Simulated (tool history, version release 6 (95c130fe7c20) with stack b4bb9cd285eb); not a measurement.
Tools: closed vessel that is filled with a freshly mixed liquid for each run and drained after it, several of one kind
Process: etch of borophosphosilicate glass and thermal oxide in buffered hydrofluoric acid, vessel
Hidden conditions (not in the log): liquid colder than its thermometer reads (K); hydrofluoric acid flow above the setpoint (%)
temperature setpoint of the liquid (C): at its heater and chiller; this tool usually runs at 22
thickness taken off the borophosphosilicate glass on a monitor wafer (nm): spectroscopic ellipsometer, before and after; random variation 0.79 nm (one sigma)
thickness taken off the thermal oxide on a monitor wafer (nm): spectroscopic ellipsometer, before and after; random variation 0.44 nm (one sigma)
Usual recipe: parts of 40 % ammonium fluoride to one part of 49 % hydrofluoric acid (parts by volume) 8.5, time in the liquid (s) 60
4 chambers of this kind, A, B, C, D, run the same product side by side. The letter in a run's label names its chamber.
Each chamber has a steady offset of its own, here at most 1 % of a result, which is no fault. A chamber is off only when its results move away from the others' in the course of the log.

run	day	temperature setpoint of the liquid (C)	parts of 40 % ammonium fluoride to one part of 49 % hydrofluoric acid (parts by volume)	time in the liquid (s)	hours since the thermometer was replaced	hours since the hydrofluoric acid flow meter was replaced	read-back film thickness of the borophosphosilicate glass reference wafer, read on the same gauge (nm)	read-back film thickness of the thermal oxide reference wafer, read on the same gauge (nm)	thickness taken off the borophosphosilicate glass on a monitor wafer (nm)	thickness taken off the thermal oxide on a monitor wafer (nm)
1C	0.296	22	8.5	60	1203.2	108.0	90.050	59.975	100.820	71.582
2A	0.867	22	8.5	60	403.7	1406.9	89.988	60.019	102.220	71.146
3B	1.308	22	8.5	60	3096.4	1065.9	90.008	60.003	102.840	70.023
# day 1.471: chamber B: thermometer replaced
4D	1.612	22	8.5	60	360.3	837.6	89.966	59.972	102.360	70.501
5C	2.129	22	8.5	60	1247.2	152.0	89.965	60.009	101.220	71.489
6D	2.654	22	8.5	80	385.3	862.6	90.016	60.018	135.760	92.450
7A	2.950	22	8.5	80	453.7	1456.9	89.980	60.008	134.300	93.344
8B	3.442	22	8.5	80	47.3	1117.1	89.991	60.011	134.610	93.906
9A	4.000	22	8.5	80	478.9	1482.1	89.946	59.995	133.460	94.679
10C	4.342	22	8.5	60	1300.3	205.1	90.016	60.017	99.025	71.255
11B	4.758	22	8.5	60	78.9	1148.7	89.978	59.988	101.910	70.705
12D	5.271	22	8.5	60	448.1	925.4	90.011	60.004	102.760	70.015
13C	5.650	22	8.5	60	1331.7	236.5	90.025	60.000	100.840	71.945
14B	6.146	25	8.5	35	112.2	1182.0	89.989	60.001	71.224	48.184
15D	6.654	25	8.5	35	481.3	958.6	89.979	59.988	70.297	48.415
16A	7.229	25	8.5	35	556.4	1559.6	90.044	60.021	68.760	48.554
17D	7.783	25	8.5	35	508.4	985.7	90.043	60.013	68.699	47.661
18A	8.138	22	8.5	60	578.2	1581.4	90.031	60.008	101.440	70.123
19B	8.554	22	8.5	60	170.0	1239.8	90.037	59.988	101.750	70.371
# day 8.862: chamber A: thermometer replaced
20C	9.017	22	8.5	60	1412.5	317.3	89.956	59.997	101.420	71.675
21D	9.508	22	8.5	60	549.8	1027.1	90.050	59.985	101.150	69.898
22C	9.854	22	8.5	60	1432.6	337.4	90.005	59.992	101.760	71.083
23A	10.325	22	8.5	60	35.2	1633.9	90.073	60.019	99.964	70.753
24B	10.654	22	8.5	60	220.4	1290.2	89.948	59.989	103.760	70.711
25D	11.038	22	8.5	60	586.5	1063.8	90.044	60.001	102.020	70.027
26C	11.462	22	8.5	60	1471.2	376.0	90.051	59.990	101.210	71.542
27A	11.733	22	8.5	60	69.0	1667.7	90.061	60.032	100.100	69.855
28B	12.204	22	8.5	60	257.6	1327.4	89.952	60.009	101.220	70.641
29D	12.517	22	8.5	60	622.0	1099.3	89.955	59.987	101.210	69.065

All chambers now run identical settings, listed one chamber a line with results as question marks. What results will each chamber show?
30A	12.942	25	8.5	60					?	?
30B	12.942	25	8.5	60					?	?
30C	12.942	25	8.5	60					?	?
30D	12.942	25	8.5	60					?	?

run	thickness taken off the borophosphosilicate glass on a monitor wafer (nm)	thickness taken off the thermal oxide on a monitor wafer (nm)
30A	118.090	83.083
30B	121.220	82.748
30C	120.100	83.738
30D	119.270	82.394
